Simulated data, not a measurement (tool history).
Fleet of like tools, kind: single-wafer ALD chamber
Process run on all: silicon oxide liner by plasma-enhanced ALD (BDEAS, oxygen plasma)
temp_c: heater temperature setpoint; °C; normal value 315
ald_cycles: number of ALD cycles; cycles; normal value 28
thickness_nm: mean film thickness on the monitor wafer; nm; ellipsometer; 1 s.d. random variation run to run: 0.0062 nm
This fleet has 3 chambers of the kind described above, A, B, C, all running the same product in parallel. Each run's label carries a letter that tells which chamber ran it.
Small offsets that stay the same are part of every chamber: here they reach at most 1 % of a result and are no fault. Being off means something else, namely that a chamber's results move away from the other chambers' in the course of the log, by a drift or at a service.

run,hour,temp_c,ald_cycles,hours since the last thermocouple change,"read-back reference wafer on the same gauge, thickness_nm",thickness_nm
1C,5.9,315,28,2580.9,2.3310,2.5404
2B,9.2,315,28,250.1,2.3303,2.5440
3A,12.5,315,28,411.7,2.3289,2.5326
4B,17.2,315,28,258.1,2.3294,2.5506
5A,20.8,315,28,420.0,2.3293,2.5255
6C,25.0,315,28,2600.0,2.3303,2.5415
7C,29.1,315,28,2604.1,2.3315,2.5364
8A,33.5,315,28,432.7,2.3299,2.5218
9B,39.8,315,28,280.7,2.3293,2.5444
10A,46.5,315,28,445.7,2.3316,2.5291
11C,52.2,315,28,2627.2,2.3290,2.5502
12B,58.0,325,26,298.9,2.3299,2.3227
13C,62.7,325,26,2637.7,2.3310,2.3216
14B,66.8,325,26,307.7,2.3303,2.3284
15A,72.3,315,28,471.5,2.3302,2.5239
16B,78.4,315,28,319.3,2.3309,2.5423
17C,83.5,315,28,2658.5,2.3313,2.5467
18A,89.0,315,28,488.2,2.3300,2.5198
19A,93.2,315,28,492.4,2.3305,2.5266
20B,96.8,315,28,337.7,2.3290,2.5382
21C,101.8,315,28,2676.8,2.3306,2.5442
22A,106.6,315,28,505.8,2.3301,2.5259
23B,113.5,315,28,354.4,2.3312,2.5391
24C,120.0,301,28,2695.0,2.3288,2.5914

What goes on in this fleet: one chamber off, a drifting gauge, or nothing beyond the chambers' own small offsets? Name the chamber and the cause, if any.

Beyond each chamber's small constant offset nothing stands out, and the gauge stays steady.
